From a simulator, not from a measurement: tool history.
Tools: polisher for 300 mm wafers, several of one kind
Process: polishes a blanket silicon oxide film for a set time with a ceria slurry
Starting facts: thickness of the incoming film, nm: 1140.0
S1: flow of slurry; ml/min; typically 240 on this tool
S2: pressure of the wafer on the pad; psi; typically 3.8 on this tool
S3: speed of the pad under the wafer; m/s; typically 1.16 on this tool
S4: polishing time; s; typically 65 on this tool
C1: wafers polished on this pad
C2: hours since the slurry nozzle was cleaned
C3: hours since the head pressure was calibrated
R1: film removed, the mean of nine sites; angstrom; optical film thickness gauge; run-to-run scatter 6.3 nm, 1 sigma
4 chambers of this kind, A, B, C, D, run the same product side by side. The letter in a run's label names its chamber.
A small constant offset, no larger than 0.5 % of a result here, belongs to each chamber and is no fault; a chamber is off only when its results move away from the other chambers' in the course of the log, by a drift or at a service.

Run 1B, day 0.317: usual settings; C1 500; C2 254.9; C3 657.1. Result: R1 4379.1 angstrom.
At day 0.346: chamber D: worn pad replaced by a new one.
At day 0.396: chamber B: slurry nozzle cleaned.
At day 0.833: chamber B: worn pad replaced by a new one.
Run 2D, day 0.888: usual settings; C1 130; C2 793; C3 160.2. Result: R1 4374.6 angstrom.
Run 3A, day 1.333: usual settings; C1 869; C2 313.7; C3 476.7. Result: R1 4393.4 angstrom.
At day 1.367: chamber A: slurry nozzle cleaned.
Run 4C, day 1.658: usual settings; C1 1498; C2 200.4; C3 650. Result: R1 4372.6 angstrom.
At day 1.712: chamber A: worn pad replaced by a new one.
At day 1.967: chamber C: worn pad replaced by a new one.
Run 5C, day 2.046: usual settings but S2 3.2 psi, S4 80 s; C1 20; C2 209.7; C3 659.3. Result: R1 4556.9 angstrom.
Run 6A, day 2.462: usual settings but S2 3.2 psi, S4 80 s; C1 180; C2 26.4; C3 503.8. Result: R1 4520.5 angstrom.
Run 7B, day 2.833: usual settings but S2 3.2 psi, S4 80 s; C1 480; C2 58.6; C3 717.5. Result: R1 4671.6 angstrom.
At day 2.9: chamber D: slurry nozzle cleaned.
Run 8D, day 3.304: usual settings but S2 3.2 psi, S4 80 s; C1 711; C2 9.7; C3 218.2. Result: R1 4542.9 angstrom.
Run 9B, day 3.588: usual settings; C1 662; C2 76.7; C3 735.6. Result: R1 4405.2 angstrom.
At day 3.767: chamber B: worn pad replaced by a new one.
Run 10C, day 3.862: usual settings but S3 1.36 m/s; C1 456; C2 253.3; C3 702.9. Result: R1 5033 angstrom.
Run 11A, day 4.321: usual settings but S3 1.36 m/s; C1 627; C2 71; C3 548.4. Result: R1 5133 angstrom.
Run 12D, day 4.888: usual settings but S3 1.36 m/s; C1 1091; C2 47.7; C3 256.2. Result: R1 5208.4 angstrom.
Run 13B, day 5.167: usual settings but S3 1.36 m/s; C1 337; C2 114.6; C3 773.5. Result: R1 5094.8 angstrom.
At day 5.283: chamber A: head pressure recalibrated.
Run 14C, day 5.483: usual settings; C1 846; C2 292.2; C3 741.8. Result: R1 4444.7 angstrom.
Run 15A, day 5.858: usual settings; C1 996; C2 107.9; C3 13.9. Result: R1 4383 angstrom.
At day 6.375: chamber B: worn pad replaced by a new one.
Run 16D, day 6.438: usual settings; C1 1464; C2 84.9; C3 293.4. Result: R1 4357.5 angstrom.
At day 6.512: chamber D: worn pad replaced by a new one.
Run 17C, day 6.883: usual settings; C1 1182; C2 325.8; C3 775.4. Result: R1 4238.3 angstrom.
At day 6.938: chamber A: worn pad replaced by a new one.
At day 7.154: chamber D: head pressure recalibrated.
Run 18D, day 7.429: usual settings; C1 220; C2 108.7; C3 6.7. Result: R1 4457.2 angstrom.
Run 19B, day 7.917: usual settings; C1 370; C2 180.6; C3 839.5. Result: R1 4386.5 angstrom.
At day 8.225: chamber C: worn pad replaced by a new one.
Run 20A, day 8.5: usual settings; C1 375; C2 171.3; C3 77.3. Result: R1 4307.5 angstrom.
At day 8.538: chamber B: slurry nozzle cleaned.
Run 21D, day 8.775: usual settings; C1 544; C2 141; C3 39. Result: R1 4425.4 angstrom.
At day 8.796: chamber B: worn pad replaced by a new one.
Run 22A, day 9.308: usual settings; C1 570; C2 190.7; C3 96.7. Result: R1 4388.7 angstrom.
Run 23B, day 9.825: usual settings; C1 247; C2 30.9; C3 885.3. Result: R1 4305 angstrom.
Run 24C, day 10.312: usual settings; C1 502; C2 408.1; C3 857.7. Result: R1 4044.2 angstrom.
Run 25D, day 10.783: usual settings but S2 4.8 psi; C1 1026; C2 189.2; C3 87.2. Result: R1 5593.2 angstrom.
At day 11.142: chamber B: worn pad replaced by a new one.
Run 26B, day 11.229: usual settings but S2 4.8 psi; C1 21; C2 64.6; C3 919. Result: R1 5513.9 angstrom.
Run 27A, day 11.754: usual settings but S2 4.8 psi; C1 1158; C2 249.4; C3 155.4. Result: R1 5520.3 angstrom.
Run 28C, day 12.083: usual settings but S2 4.8 psi; C1 928; C2 450.6; C3 900.2. Result: R1 5126.6 angstrom.
At day 12.292: chamber D: worn pad replaced by a new one.
Run 29B, day 12.508: usual settings; C1 328; C2 95.3; C3 949.7. Result: R1 4420.4 angstrom.
Run 30C, day 12.971: usual settings but S4 86 s; C1 1141; C2 471.9; C3 921.5. Result: R1 5135.9 angstrom.
Run 31D, day 13.467: usual settings but S4 86 s; C1 283; C2 253.6; C3 151.6. Result: R1 5761.1 angstrom.

Is one chamber off against the others, does the gauge drift, or is nothing wrong? If a chamber is off, say which, and what the likeliest cause is.

Chamber C drifts away from the others.
Likeliest cause: head's pressure below its setpoint, % = 11.5.

Below are 4 candidate recipes for chamber C's next run, each the usual settings with a change, their results shown as question marks. Which of them brings C's results back in line with what the other chambers give on the usual settings?
In-line tolerance around the mean of the other chambers on the usual settings: R1 220 angstrom
Run 32C-1, day 13.883: usual settings but S2 3.6 psi, S3 1.12 m/s, S4 62 s. Result: R1 ?.
Run 32C-2, day 13.883: usual settings but S1 235 ml/min, S3 1.04 m/s, S4 58 s. Result: R1 ?.
Run 32C-3, day 13.883: usual settings but S2 4.3 psi. Result: R1 ?.
Run 32C-4, day 13.883: usual settings but S1 245 ml/min, S2 4.2 psi, S4 73 s. Result: R1 ?.

Other chambers, usual settings, mean: R1 4376.9 angstrom
  run      R1
32C-1  3320.6
32C-2  3035.9
32C-3  4320.1
32C-4    4749
The answer is 32C-3, which returns the chamber to within the allowed miss of the others.
